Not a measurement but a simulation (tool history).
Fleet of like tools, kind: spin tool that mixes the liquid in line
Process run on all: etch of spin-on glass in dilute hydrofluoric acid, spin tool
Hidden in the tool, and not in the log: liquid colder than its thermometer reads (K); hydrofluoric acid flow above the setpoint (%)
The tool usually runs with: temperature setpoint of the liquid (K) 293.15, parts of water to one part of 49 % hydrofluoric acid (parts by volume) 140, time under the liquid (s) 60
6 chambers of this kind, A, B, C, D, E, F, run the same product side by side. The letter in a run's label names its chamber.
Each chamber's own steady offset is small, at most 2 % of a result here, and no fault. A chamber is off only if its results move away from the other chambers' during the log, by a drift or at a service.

| run | day | temperature setpoint of the liquid (K) | parts of water to one part of 49 % hydrofluoric acid (parts by volume) | time under the liquid (s) | hours since the thermometer was replaced | hours since the hydrofluoric acid flow meter was replaced | read-back film thickness of the spin-on glass reference wafer, read on the same gauge (nm) | thickness taken off the spin-on glass on a monitor wafer (angstrom) |
|---|---|---|---|---|---|---|---|---|
| 1A | 0.112 | 293.15 | 140 | 60 | 352.6 | 411.3 | 110.00 | 109.050 |
| 2D | 0.212 | 293.15 | 140 | 60 | 1552.4 | 1048.0 | 109.97 | 108.140 |
| 3E | 0.304 | 293.15 | 140 | 60 | 421.2 | 152.7 | 110.00 | 108.210 |
| 4C | 0.442 | 293.15 | 140 | 60 | 873.2 | 1813.5 | 110.03 | 107.180 |
| 5B | 0.608 | 293.15 | 140 | 60 | 2204.4 | 616.1 | 109.97 | 109.110 |
| 6F | 0.725 | 293.15 | 140 | 60 | 405.2 | 961.5 | 110.00 | 107.960 |
| 7B | 0.871 | 293.15 | 140 | 60 | 2210.7 | 622.4 | 109.95 | 108.510 |
| 8A | 0.967 | 293.15 | 140 | 60 | 373.1 | 431.8 | 109.99 | 109.080 |
| 9E | 1.125 | 293.15 | 140 | 60 | 440.9 | 172.4 | 109.93 | 108.710 |
| 10C | 1.304 | 293.15 | 140 | 60 | 893.9 | 1834.2 | 110.00 | 108.010 |
| 11F | 1.512 | 293.15 | 140 | 60 | 424.1 | 980.4 | 110.04 | 108.150 |
| 12D | 1.608 | 293.15 | 140 | 60 | 1585.9 | 1081.5 | 110.01 | 106.100 |
| 13C | 1.729 | 293.15 | 140 | 60 | 904.1 | 1844.4 | 110.03 | 107.640 |
| 14E | 1.838 | 293.15 | 140 | 60 | 458.0 | 189.5 | 110.01 | 108.140 |
| 15D | 1.988 | 293.15 | 140 | 60 | 1595.0 | 1090.6 | 110.00 | 107.950 |
| 16F | 2.133 | 293.15 | 140 | 60 | 439.0 | 995.3 | 109.94 | 106.090 |
| 17A | 2.308 | 293.15 | 140 | 60 | 405.3 | 464.0 | 109.98 | 109.650 |
| 18B | 2.438 | 293.15 | 140 | 60 | 2248.3 | 660.0 | 110.00 | 110.710 |
| 19A | 2.562 | 293.15 | 140 | 60 | 411.4 | 470.1 | 110.01 | 109.760 |
| 20B | 2.692 | 293.15 | 140 | 60 | 2254.4 | 666.1 | 110.01 | 108.680 |
| 21C | 2.875 | 293.15 | 140 | 60 | 931.6 | 1871.9 | 110.00 | 107.600 |
| 22E | 3.088 | 293.15 | 140 | 60 | 488.0 | 219.5 | 109.98 | 107.650 |
| 23F | 3.292 | 293.15 | 140 | 60 | 466.8 | 1023.1 | 109.97 | 111.320 |
| 24D | 3.388 | 293.15 | 140 | 60 | 1628.6 | 1124.2 | 110.01 | 107.890 |
| 25C | 3.542 | 293.15 | 140 | 60 | 947.6 | 1887.9 | 110.05 | 108.350 |
| 26D | 3.683 | 293.15 | 140 | 60 | 1635.7 | 1131.3 | 109.98 | 107.790 |
| 27F | 3.812 | 293.15 | 140 | 60 | 479.3 | 1035.6 | 109.96 | 112.590 |
| 28E | 4.000 | 293.15 | 140 | 70 | 509.9 | 241.4 | 110.03 | 126.930 |
| 29A | 4.129 | 293.15 | 140 | 70 | 449.0 | 507.7 | 110.01 | 126.760 |
| 30B | 4.325 | 293.15 | 140 | 70 | 2293.6 | 705.3 | 110.00 | 129.820 |
| 31C | 4.525 | 293.15 | 140 | 70 | 971.2 | 1911.5 | 109.98 | 125.210 |
| 32E | 4.671 | 293.15 | 140 | 70 | 526.0 | 257.5 | 110.03 | 125.180 |
| 33A | 4.808 | 293.15 | 140 | 70 | 465.3 | 524.0 | 109.99 | 125.130 |
| 34F | 4.946 | 293.15 | 140 | 60 | 506.5 | 1062.8 | 110.03 | 114.880 |
| 35B | 5.071 | 293.15 | 140 | 60 | 2311.5 | 723.2 | 110.00 | 110.880 |
| 36D | 5.242 | 293.15 | 140 | 60 | 1673.1 | 1168.7 | 109.98 | 107.460 |
| 37F | 5.429 | 293.15 | 140 | 60 | 518.1 | 1074.4 | 109.99 | 116.970 |
| 38E | 5.617 | 293.15 | 140 | 60 | 548.7 | 280.2 | 109.99 | 107.400 |
| 39B | 5.788 | 290.15 | 140 | 60 | 2328.7 | 740.4 | 109.97 | 95.804 |
| 40C | 5.958 | 290.15 | 140 | 60 | 1005.6 | 1945.9 | 109.99 | 96.629 |
| 41A | 6.138 | 290.15 | 140 | 60 | 497.2 | 555.9 | 110.01 | 94.619 |
| 42D | 6.246 | 290.15 | 140 | 60 | 1697.2 | 1192.8 | 109.99 | 94.941 |

Is one chamber out of step, is the gauge drifting, or do the chambers differ by no more than their own small offsets? For an off chamber, give its letter and the likeliest cause.

Chamber F drifts away from the others.
Most likely cause: hydrofluoric acid flow above the setpoint (%) = 8.17.
The log may not tell that from: liquid hotter than its thermometer reads (K).

Below are 4 candidate recipes for chamber F's next run, each the usual settings with a change, their results shown as question marks. Which of them brings F's results back in line with what the other chambers give on the usual settings?
In line here means within this much of the mean the other chambers give on the usual settings: thickness taken off the spin-on glass on a monitor wafer (angstrom) 3.600
| 43F-1 | 6.400 | 292.65 | 140 | 60 |  |  |  | ? |
| 43F-2 | 6.400 | 291.15 | 140 | 60 |  |  |  | ? |
| 43F-3 | 6.400 | 293.15 | 130 | 60 |  |  |  | ? |
| 43F-4 | 6.400 | 293.65 | 140 | 60 |  |  |  | ? |

Average result of the remaining chambers running the usual settings: thickness taken off the spin-on glass on a monitor wafer (angstrom) 108.260
| run | thickness taken off the spin-on glass on a monitor wafer (angstrom) |
|---|---|
| 43F-1 | 115.400 |
| 43F-2 | 108.590 |
| 43F-3 | 128.240 |
| 43F-4 | 120.140 |
Change 43F-2 lands the chamber within the allowed miss of the other chambers.
